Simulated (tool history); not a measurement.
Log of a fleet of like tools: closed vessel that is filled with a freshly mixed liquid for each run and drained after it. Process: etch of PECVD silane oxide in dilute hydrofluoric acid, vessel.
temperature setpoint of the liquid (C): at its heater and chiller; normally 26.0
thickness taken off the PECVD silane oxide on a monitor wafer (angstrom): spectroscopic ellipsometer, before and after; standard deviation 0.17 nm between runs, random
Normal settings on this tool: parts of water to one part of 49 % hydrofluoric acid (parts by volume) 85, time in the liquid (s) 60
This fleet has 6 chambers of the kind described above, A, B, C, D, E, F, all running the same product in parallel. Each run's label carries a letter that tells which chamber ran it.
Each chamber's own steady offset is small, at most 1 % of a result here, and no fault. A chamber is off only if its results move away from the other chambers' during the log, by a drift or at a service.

run,hour,temperature setpoint of the liquid (C),parts of water to one part of 49 % hydrofluoric acid (parts by volume),time in the liquid (s),"read-back film thickness of the PECVD silane oxide reference wafer, read on the same gauge (nm)",thickness taken off the PECVD silane oxide on a monitor wafer (angstrom)
# hour 2.1: chamber F: hydrofluoric acid flow meter replaced
1F,10.0,26.0,85,60,39.994,263.43
2C,20.4,26.0,85,60,39.973,264.56
3A,35.5,26.0,85,60,40.007,265.98
4E,49.3,26.0,85,60,40.014,264.62
5B,60.0,26.0,85,60,40.022,265.05
6D,69.4,26.0,100,90,40.011,330.73
7E,76.3,26.0,100,90,40.002,333.82
8A,91.3,26.0,100,90,40.008,332.35
9B,104.5,26.0,100,90,40.019,335.02
10F,116.4,26.0,100,90,40.007,333.03
11C,131.5,26.0,100,90,39.972,332.69
12D,144.5,26.0,85,60,40.011,267.58
13D,157.4,26.0,85,60,39.997,267.28
14B,167.9,26.0,85,60,40.045,265.23
# hour 176.0: chamber E: thermometer replaced
15F,183.0,26.0,85,60,39.999,266.33
16E,190.5,26.0,85,60,40.017,267.99
17C,204.2,26.0,45,60,40.002,540.78
18A,214.6,26.0,45,60,40.008,529.94
19A,225.0,26.0,45,60,40.036,531.95
# hour 231.4: chamber C: hydrofluoric acid flow meter replaced
20F,235.0,26.0,45,60,40.041,525.38
# hour 235.6: chamber E: hydrofluoric acid flow meter replaced
21B,244.0,26.0,45,60,39.982,522.14
22D,258.3,26.0,45,60,39.989,532.52
23E,272.2,26.0,85,60,40.032,266.46
24C,286.2,28.5,85,85,40.004,416.73
25A,295.5,28.5,85,85,40.007,396.67
26D,310.4,28.5,85,85,39.995,415.36
27B,322.2,28.5,85,85,40.017,414.36
# hour 326.0: chamber B: hydrofluoric acid flow meter replaced
28F,336.7,28.5,85,85,40.023,414.88
29C,347.3,28.5,85,85,39.967,417.56
30E,357.1,26.0,85,60,39.978,265.13
31B,369.8,26.0,85,60,40.009,262.09
32F,377.3,26.0,85,60,39.988,264.77
33C,386.1,26.0,85,60,40.043,264.55
34E,393.2,26.0,85,60,39.993,266.09
35A,401.3,26.0,85,60,40.012,252.00
36D,412.4,26.0,85,60,39.995,266.99
37B,425.1,26.0,85,60,40.003,265.08
38E,438.9,26.0,85,60,39.986,266.96
39A,450.8,26.0,85,60,39.982,246.43
40F,460.2,26.0,85,60,39.998,266.39
41C,474.9,26.0,85,60,39.967,265.07
42D,485.6,26.0,85,60,39.974,262.74

Predict what each chamber gives when all 6 of them run the settings below next.
43A,496.8,26.0,85,60,,?
43B,496.8,26.0,85,60,,?
43C,496.8,26.0,85,60,,?
43D,496.8,26.0,85,60,,?
43E,496.8,26.0,85,60,,?
43F,496.8,26.0,85,60,,?

run,thickness taken off the PECVD silane oxide on a monitor wafer (angstrom)
43A,242.37
43B,264.81
43C,267.83
43D,265.84
43E,267.43
43F,263.69

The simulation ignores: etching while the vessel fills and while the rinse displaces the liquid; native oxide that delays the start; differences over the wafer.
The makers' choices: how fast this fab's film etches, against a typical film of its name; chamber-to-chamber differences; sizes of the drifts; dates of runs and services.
